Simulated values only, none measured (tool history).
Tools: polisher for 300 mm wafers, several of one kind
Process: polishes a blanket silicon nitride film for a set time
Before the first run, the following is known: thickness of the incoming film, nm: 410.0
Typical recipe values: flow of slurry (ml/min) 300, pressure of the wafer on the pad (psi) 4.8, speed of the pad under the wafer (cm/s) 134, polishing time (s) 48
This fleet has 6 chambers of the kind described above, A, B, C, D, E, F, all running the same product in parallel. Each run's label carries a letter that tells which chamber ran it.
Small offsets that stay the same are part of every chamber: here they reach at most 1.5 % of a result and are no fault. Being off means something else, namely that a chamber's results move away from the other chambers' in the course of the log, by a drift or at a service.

run   hour  flow of slurry (ml/min)  pressure of the wafer on the pad (psi)  speed of the pad under the wafer (cm/s)  polishing time (s)  film removed (Å)
 1B    4.8                      300                                     4.8                                      134                  48            1258.4
 2D   12.8                      300                                     4.8                                      134                  48            1269.1
 3C   20.2                      300                                     4.8                                      134                  48            1257.5
 4F   26.3                      300                                     4.8                                      134                  48            1256.5
      31.8  -- chamber F: worn pad replaced by a new one
 5E   31.8                      300                                     4.8                                      134                  48            1252.9
      34.6  -- chamber B: worn pad replaced by a new one
 6A   37.8                      300                                       6                                      134                  64            2122.1
 7A   44.3                      300                                       6                                      134                  64              2117
        48  -- chamber B: slurry nozzle cleaned
 8C   51.4                      300                                       6                                      134                  64            2110.1
      52.2  -- chamber C: worn pad replaced by a new one
 9F   58.3                      300                                       6                                      134                  64            2071.2
10E   63.8                      300                                       6                                      134                  64              2138
11D   69.4                      300                                       6                                      134                  64            2143.1
      75.3  -- chamber A: worn pad replaced by a new one
12B   77.2                      300                                     5.4                                      134                  56              1654
        79  -- chamber D: worn pad replaced by a new one
13F   82.7                      300                                     5.4                                      134                  56            1650.7
14A   90.5                      300                                     5.4                                      134                  56            1687.5
      91.6  -- chamber E: slurry nozzle cleaned
15E   95.8                      300                                     5.4                                      134                  56            1611.3
      97.4  -- chamber B: worn pad replaced by a new one
      97.8  -- chamber E: head pressure recalibrated
      98.3  -- chamber F: head pressure recalibrated
     102.1  -- chamber F: worn pad replaced by a new one
16D  104.9                      300                                     5.4                                      134                  56            1683.4
17C  111.7                      300                                     5.4                                      134                  56            1667.4
18B  117.7                      300                                     4.8                                      134                  48            1248.8
19A  124.7                      215                                     4.8                                      134                  39            999.76
20D  129.5                      215                                     4.8                                      134                  39            984.57
21F  134.4                      215                                     4.8                                      134                  39             994.7
       139  -- chamber C: worn pad replaced by a new one
22E  139.1                      215                                     4.8                                      134                  39            943.58
23B    144                      215                                     4.8                                      134                  39            994.32
24C  152.7                      215                                     4.8                                      134                  39            1004.9
25B  157.9                      300                                     4.8                                      134                  48            1256.3
     164.1  -- chamber B: worn pad replaced by a new one
26A    167                      300                                     4.8                                      134                  48            1266.8
27C  173.6                      300                                     4.8                                      134                  48            1276.5
     176.8  -- chamber A: worn pad replaced by a new one
       179  -- chamber F: worn pad replaced by a new one
28F  179.9                      300                                     4.8                                      134                  48            1233.7
29D    189                      300                                     4.8                                      134                  48            1277.5
     197.1  -- chamber D: worn pad replaced by a new one
30E  197.9                      300                                     4.8                                      134                  48            1175.4
31F    206                      300                                     4.8                                      134                  48            1251.5
32B  211.8                      300                                     4.8                                      134                  48            1284.7
33A  216.9                      300                                     4.8                                      134                  48            1279.8
     220.1  -- chamber B: head pressure recalibrated
     221.1  -- chamber B: worn pad replaced by a new one
34E  222.4                      300                                     4.8                                      134                  48            1181.5
35D  229.7                      300                                     4.8                                      134                  48            1276.2
     236.3  -- chamber C: worn pad replaced by a new one
36C    239                      300                                     4.8                                      134                  48            1282.5
     245.3  -- chamber F: worn pad replaced by a new one
37C  248.1                      300                                     4.8                                      134                  48            1247.6
38E  256.1                      300                                     4.8                                      134                  48            1144.6
39D  263.1                      300                                     4.8                                      134                  48            1260.5
       266  -- chamber F: slurry nozzle cleaned
40A  269.3                      300                                     4.8                                      134                  48            1240.8
41F  277.9                      300                                     4.8                                      134                  48            1305.3
42B  282.8                      300                                     4.8                                      134                  48            1260.2
43D  287.8                      300                                     4.8                                      134                  48            1286.8
44C  294.7                      300                                     4.8                                      134                  48            1281.1

Is one chamber out of step, is the gauge drifting, or do the chambers differ by no more than their own small offsets? For an off chamber, give its letter and the likeliest cause.

Little by little, chamber E moves away from the other chambers.
Cause: removal rate lost through wear of the pad, % = 11.8.

Here are 4 candidates for chamber E's next run, each the usual settings with a change, their results left as question marks. Which one brings its results back in line with what the others give on the usual settings?
In line means no further than this from the other chambers' mean on the usual settings: film removed (Å) 55
45E-1  301.7                      300                                     5.1                                      134                  51                 ?
45E-2  301.7                      180                                     4.8                                      134                  48                 ?
45E-3  301.7                      300                                     4.8                                      114                  48                 ?
45E-4  301.7                      300                                     4.9                                      136                  48                 ?

The other chambers' mean on the usual settings: film removed (Å) 1269.1
  run  film removed (Å)
45E-1              1279
45E-2            1067.8
45E-3            994.61
45E-4            1169.7
45E-1 is the one that brings the chamber's results back in line with the other chambers.
